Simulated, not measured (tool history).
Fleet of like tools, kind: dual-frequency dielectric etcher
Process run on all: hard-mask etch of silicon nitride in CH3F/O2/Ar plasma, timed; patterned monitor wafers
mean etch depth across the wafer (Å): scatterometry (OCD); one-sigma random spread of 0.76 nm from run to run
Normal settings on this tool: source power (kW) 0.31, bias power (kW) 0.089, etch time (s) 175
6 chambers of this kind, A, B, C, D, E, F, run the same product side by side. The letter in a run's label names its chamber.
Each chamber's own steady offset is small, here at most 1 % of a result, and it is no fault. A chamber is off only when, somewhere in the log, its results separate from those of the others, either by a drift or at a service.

| run | hour | source power (kW) | bias power (kW) | etch time (s) | hours since the last wet clean | hours since the last source power generator calibration | hours since the last bias power generator calibration | read-back reference wafer on the same gauge, depth_nm | mean etch depth across the wafer (Å) |
|---|---|---|---|---|---|---|---|---|---|
| 1C | 4.1 | 0.31 | 0.089 | 175 | 195.4 | 2070.8 | 773.1 | 101.91 | 1192.5 |
| 2B | 9.6 | 0.31 | 0.089 | 175 | 297.7 | 3478 | 4402 | 102.01 | 1213.3 |
| 3D | 15.3 | 0.31 | 0.089 | 175 | 317.9 | 2056 | 1234.5 | 102.06 | 1197.2 |
| 4F | 20.8 | 0.31 | 0.089 | 175 | 143 | 3410.2 | 259.3 | 102.02 | 1176.7 |
| 5A | 25.4 | 0.31 | 0.089 | 175 | 486.8 | 2094.3 | 468.2 | 102.06 | 1214.3 |
| 6E | 31.2 | 0.31 | 0.089 | 175 | 236.7 | 1311.9 | 1576.8 | 102.25 | 1193.6 |
| 7A | 35.6 | 0.31 | 0.089 | 175 | 497 | 2104.5 | 478.4 | 102.02 | 1194.9 |
| 8B | 41.9 | 0.31 | 0.089 | 175 | 330 | 3510.3 | 4434.3 | 102.09 | 1209.5 |
| 9C | 46.7 | 0.31 | 0.089 | 125.5 | 238 | 2113.4 | 815.7 | 101.83 | 866.15 |
| 10D | 52.9 | 0.31 | 0.089 | 125.5 | 355.5 | 2093.6 | 1272.1 | 102.03 | 853.92 |
| 11F | 59.6 | 0.31 | 0.089 | 125.5 | 181.8 | 3449 | 298.1 | 101.88 | 863.04 |
| 12E | 64.1 | 0.31 | 0.089 | 125.5 | 269.6 | 1344.8 | 1609.7 | 102.05 | 856.27 |
| 13C | 68.1 | 0.31 | 0.089 | 125.5 | 259.4 | 2134.8 | 837.1 | 101.96 | 867.62 |
| 14D | 73.5 | 0.31 | 0.089 | 125.5 | 376.1 | 2114.2 | 1292.7 | 101.97 | 859.76 |
| 15E | 76.8 | 0.31 | 0.089 | 175 | 282.3 | 1357.5 | 1622.4 | 102.04 | 1199.5 |
| 16B | 81.4 | 0.31 | 0.089 | 175 | 369.5 | 3549.8 | 4473.8 | 101.93 | 1208 |
|  | 86.1 | chamber A: wet clean of the chamber |
| 17F | 88 | 0.31 | 0.089 | 175 | 210.2 | 3477.4 | 326.5 | 101.95 | 1188.5 |
| 18A | 93.5 | 0.31 | 0.07 | 201.5 | 7.4 | 2162.4 | 536.3 | 102.05 | 1350.3 |
| 19A | 96.5 | 0.31 | 0.07 | 201.5 | 10.4 | 2165.4 | 539.3 | 102.24 | 1340.8 |
| 20E | 99.5 | 0.31 | 0.07 | 201.5 | 305 | 1380.2 | 1645.1 | 101.82 | 1259.8 |
|  | 101 | chamber B: wet clean of the chamber |
| 21B | 104.2 | 0.31 | 0.07 | 201.5 | 3.3 | 3572.6 | 4496.6 | 101.98 | 1274.4 |
| 22F | 107.9 | 0.31 | 0.07 | 201.5 | 230.1 | 3497.3 | 346.4 | 101.9 | 1261.5 |
| 23D | 114 | 0.31 | 0.07 | 201.5 | 416.6 | 2154.7 | 1333.2 | 102.26 | 1266.7 |
| 24C | 118.4 | 0.31 | 0.089 | 175 | 309.7 | 2185.1 | 887.4 | 101.94 | 1208 |
| 25C | 123.7 | 0.31 | 0.089 | 175 | 315 | 2190.4 | 892.7 | 102.1 | 1200.5 |
| 26E | 128.8 | 0.35 | 0.089 | 175 | 334.3 | 1409.5 | 1674.4 | 102.12 | 1256.5 |
| 27A | 134.3 | 0.35 | 0.089 | 175 | 48.2 | 2203.2 | 577.1 | 102.13 | 1341.5 |
| 28D | 140.2 | 0.35 | 0.089 | 175 | 442.8 | 2180.9 | 1359.4 | 101.83 | 1249.4 |
| 29B | 143.7 | 0.35 | 0.089 | 175 | 42.8 | 3612.1 | 4536.1 | 101.79 | 1262.3 |
| 30F | 149.3 | 0.35 | 0.089 | 175 | 271.5 | 3538.7 | 387.8 | 102.01 | 1235.5 |
| 31F | 154 | 0.35 | 0.089 | 175 | 276.2 | 3543.4 | 392.5 | 102.01 | 1245 |
| 32E | 156.9 | 0.37 | 0.089 | 175 | 362.4 | 1437.6 | 1702.5 | 102.1 | 1281.9 |
|  | 158.8 | chamber B: bias power generator calibrated |
| 33A | 163.4 | 0.37 | 0.089 | 175 | 77.3 | 2232.3 | 606.2 | 101.96 | 1367.5 |
| 34B | 167.2 | 0.37 | 0.089 | 175 | 66.3 | 3635.6 | 8.5 | 102.1 | 1288.7 |
| 35D | 173.5 | 0.37 | 0.089 | 175 | 476.1 | 2214.2 | 1392.7 | 101.98 | 1280.1 |
| 36C | 177.1 | 0.37 | 0.089 | 175 | 368.4 | 2243.8 | 946.1 | 102.1 | 1276 |
| 37C | 180.8 | 0.37 | 0.089 | 175 | 372.1 | 2247.5 | 949.8 | 102.01 | 1289 |
| 38F | 183.7 | 0.31 | 0.089 | 175 | 305.9 | 3573.1 | 422.2 | 101.9 | 1187.4 |
| 39A | 189 | 0.31 | 0.089 | 175 | 102.9 | 2257.9 | 631.8 | 101.92 | 1269.7 |
| 40D | 192.1 | 0.31 | 0.089 | 175 | 494.7 | 2232.8 | 1411.3 | 101.98 | 1201.7 |

Predict what each chamber gives when all 6 of them run the settings below next.
| 41A | 197 | 0.31 | 0.089 | 175 |  |  |  |  | ? |
| 41B | 197 | 0.31 | 0.089 | 175 |  |  |  |  | ? |
| 41C | 197 | 0.31 | 0.089 | 175 |  |  |  |  | ? |
| 41D | 197 | 0.31 | 0.089 | 175 |  |  |  |  | ? |
| 41E | 197 | 0.31 | 0.089 | 175 |  |  |  |  | ? |
| 41F | 197 | 0.31 | 0.089 | 175 |  |  |  |  | ? |

| run | mean etch depth across the wafer (Å) |
|---|---|
| 41A | 1280 |
| 41B | 1205.3 |
| 41C | 1206.1 |
| 41D | 1192.5 |
| 41E | 1195.5 |
| 41F | 1198 |
